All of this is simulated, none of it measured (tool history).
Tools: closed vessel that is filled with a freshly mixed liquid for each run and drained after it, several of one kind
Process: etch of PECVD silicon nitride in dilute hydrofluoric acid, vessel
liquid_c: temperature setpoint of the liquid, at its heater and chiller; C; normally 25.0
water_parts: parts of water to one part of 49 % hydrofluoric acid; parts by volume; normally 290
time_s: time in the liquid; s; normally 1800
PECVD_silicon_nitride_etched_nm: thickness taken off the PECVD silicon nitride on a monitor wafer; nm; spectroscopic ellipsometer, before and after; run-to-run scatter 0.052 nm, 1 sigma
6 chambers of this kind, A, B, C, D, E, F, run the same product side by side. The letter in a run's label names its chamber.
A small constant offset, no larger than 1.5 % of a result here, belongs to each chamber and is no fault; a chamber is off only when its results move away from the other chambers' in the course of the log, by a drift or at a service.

run	hour	liquid_c	water_parts	time_s	read-back film thickness of the PECVD silicon nitride reference wafer, read on the same gauge (nm)	PECVD_silicon_nitride_etched_nm
1E	7.4	25.0	290	1800	70.030	11.4410
# hour 13.0: chamber F: thermometer replaced
2D	18.2	25.0	290	1800	69.959	11.3180
3A	25.8	25.0	290	1800	69.994	11.2150
4C	36.8	25.0	290	1800	70.004	11.5360
5F	45.5	25.0	290	1800	70.009	11.4090
6B	57.8	25.0	290	2525	70.022	15.8950
7C	70.8	25.0	290	2525	70.020	16.0010
8A	77.8	25.0	290	2525	70.023	15.7750
9B	90.7	25.0	290	2525	69.955	15.8160
10F	97.5	25.0	290	2525	69.983	15.9840
# hour 105.8: chamber A: hydrofluoric acid flow meter replaced
11D	109.5	25.0	290	2525	70.013	15.7760
12E	121.0	25.0	290	1800	70.051	11.3700
13B	134.8	20.5	290	1800	69.988	8.6540
14A	146.5	20.5	290	1800	70.001	8.6442
15D	154.4	20.5	290	1800	69.952	8.5178
16F	165.8	20.5	290	1800	70.038	8.6393
17C	173.9	20.5	290	1800	69.981	8.6424
18E	186.0	20.5	290	1800	70.016	8.6112
19E	194.2	22.0	290	745	70.013	3.9037
20A	206.6	22.0	290	745	69.988	3.9012
21D	219.1	22.0	290	745	69.964	3.8778
22F	230.9	22.0	290	745	70.000	3.9328
23C	243.9	22.0	290	745	69.989	3.9368
24B	251.1	22.0	290	745	69.990	3.8881
25A	261.4	25.0	290	1800	69.996	11.2480
26E	273.4	20.5	290	1100	69.989	5.1601
27B	287.3	20.5	290	1100	70.032	5.2775
28F	300.9	20.5	290	1100	70.010	5.2416
29D	307.7	20.5	290	1100	69.999	5.2217
30C	317.7	20.5	290	1100	70.000	5.2900
31E	326.7	20.5	290	1100	69.980	5.1476
32C	337.9	25.0	290	1800	70.005	11.5500
33B	344.9	25.0	290	1800	69.972	11.2650
34A	351.9	25.0	290	1800	70.011	11.2150
35D	360.2	25.0	290	1800	69.987	11.3160
36F	372.9	25.0	290	1800	70.027	11.4270

One chamber off, gauge drift, or nothing amiss beyond the chambers' own small offsets? If it is a chamber, which one, and what is the likeliest cause?

It is chamber E that slowly wanders off from its peers.
Cause: hydrofluoric acid flow below the setpoint (%) = 3.71.
The log may not tell that from: liquid colder than its thermometer reads (K).

Chamber E could run next with any of the 4 candidate recipes listed below; each alters the usual settings, and their results appear as question marks. Which one brings its results back in line with what the other chambers deliver on the usual settings?
A result is in line if it is within this distance of the other chambers' mean on the usual settings: PECVD_silicon_nitride_etched_nm 0.1800 nm
37E-1	383.2	25.0	290	1750		?
37E-2	383.2	25.0	295	1735		?
37E-3	383.2	25.0	285	1825		?
37E-4	383.2	25.0	285	1865		?

Other chambers, usual settings, mean: PECVD_silicon_nitride_etched_nm 11.3390 nm
run	PECVD_silicon_nitride_etched_nm
37E-1	10.6510
37E-2	10.3810
37E-3	11.3010
37E-4	11.5480
It is 37E-3 that realigns the chamber with its peers.

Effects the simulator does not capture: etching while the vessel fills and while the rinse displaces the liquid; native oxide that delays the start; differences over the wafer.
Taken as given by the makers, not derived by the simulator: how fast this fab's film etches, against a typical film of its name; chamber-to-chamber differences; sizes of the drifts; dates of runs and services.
